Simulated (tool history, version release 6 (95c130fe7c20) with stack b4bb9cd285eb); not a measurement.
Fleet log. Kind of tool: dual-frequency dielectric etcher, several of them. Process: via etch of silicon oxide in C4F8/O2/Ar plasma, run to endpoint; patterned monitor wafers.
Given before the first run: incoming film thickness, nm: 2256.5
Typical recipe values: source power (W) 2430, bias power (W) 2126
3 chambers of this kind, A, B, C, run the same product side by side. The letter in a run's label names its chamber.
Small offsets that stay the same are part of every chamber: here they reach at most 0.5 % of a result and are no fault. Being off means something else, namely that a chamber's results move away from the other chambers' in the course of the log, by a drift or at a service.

run	hour	source power (W)	bias power (W)	endpoint time (s)
1C	7.8	2430	2126	406.87
2A	12.5	2430	2126	402.51
3B	16.4	2430	2126	406.19
4B	22.3	2430	2126	404.79
5A	30.1	2160	2126	423.18
6C	33.9	2160	2126	426.04
7B	39.5	2160	2126	425.10
8A	46.4	2430	2126	404.66
9C	51.2	2430	2126	404.88
# hour 54.7: chamber B: wet clean of the chamber
10B	59.0	2430	2126	405.19
11A	66.6	2430	2126	403.45
# hour 68.9: chamber C: wet clean of the chamber
12C	72.8	2430	2126	393.03
13B	79.1	2430	2126	404.36
14C	85.9	2430	2126	391.93
15A	93.7	2430	2126	405.86
16B	98.6	2430	2126	403.50
17C	104.4	2430	2126	390.95
18A	109.0	2430	2126	404.67
19B	113.1	1920	2126	446.10
20A	120.7	1920	2126	445.66
21C	127.6	1920	2126	431.45

Which is it: a chamber that has drifted or been left off by a service, a gauge drift common to all chambers, or only each chamber's usual small offset? If a chamber is off, name it and its likeliest cause.

Chamber C has stood off from the others ever since a service on it.
Most likely cause: etch rate over this chamber's usual, % = 3.35.

Here are 4 candidates for chamber C's next run, each the usual settings with a change, their results left as question marks. Which one brings its results back in line with what the others give on the usual settings?
Allowed miss from the other chambers' usual-settings mean, per result, to count as in line: endpoint time (s) 4.30
22C-1	133.3	2300	2045	?
22C-2	133.3	2430	2033	?
22C-3	133.3	2510	2126	?
22C-4	133.3	2430	2361	?

On the usual settings, the other chambers give on average: endpoint time (s) 404.80
run	endpoint time (s)
22C-1	405.58
22C-2	397.53
22C-3	387.51
22C-4	380.78
22C-1 brings the chamber back in line.

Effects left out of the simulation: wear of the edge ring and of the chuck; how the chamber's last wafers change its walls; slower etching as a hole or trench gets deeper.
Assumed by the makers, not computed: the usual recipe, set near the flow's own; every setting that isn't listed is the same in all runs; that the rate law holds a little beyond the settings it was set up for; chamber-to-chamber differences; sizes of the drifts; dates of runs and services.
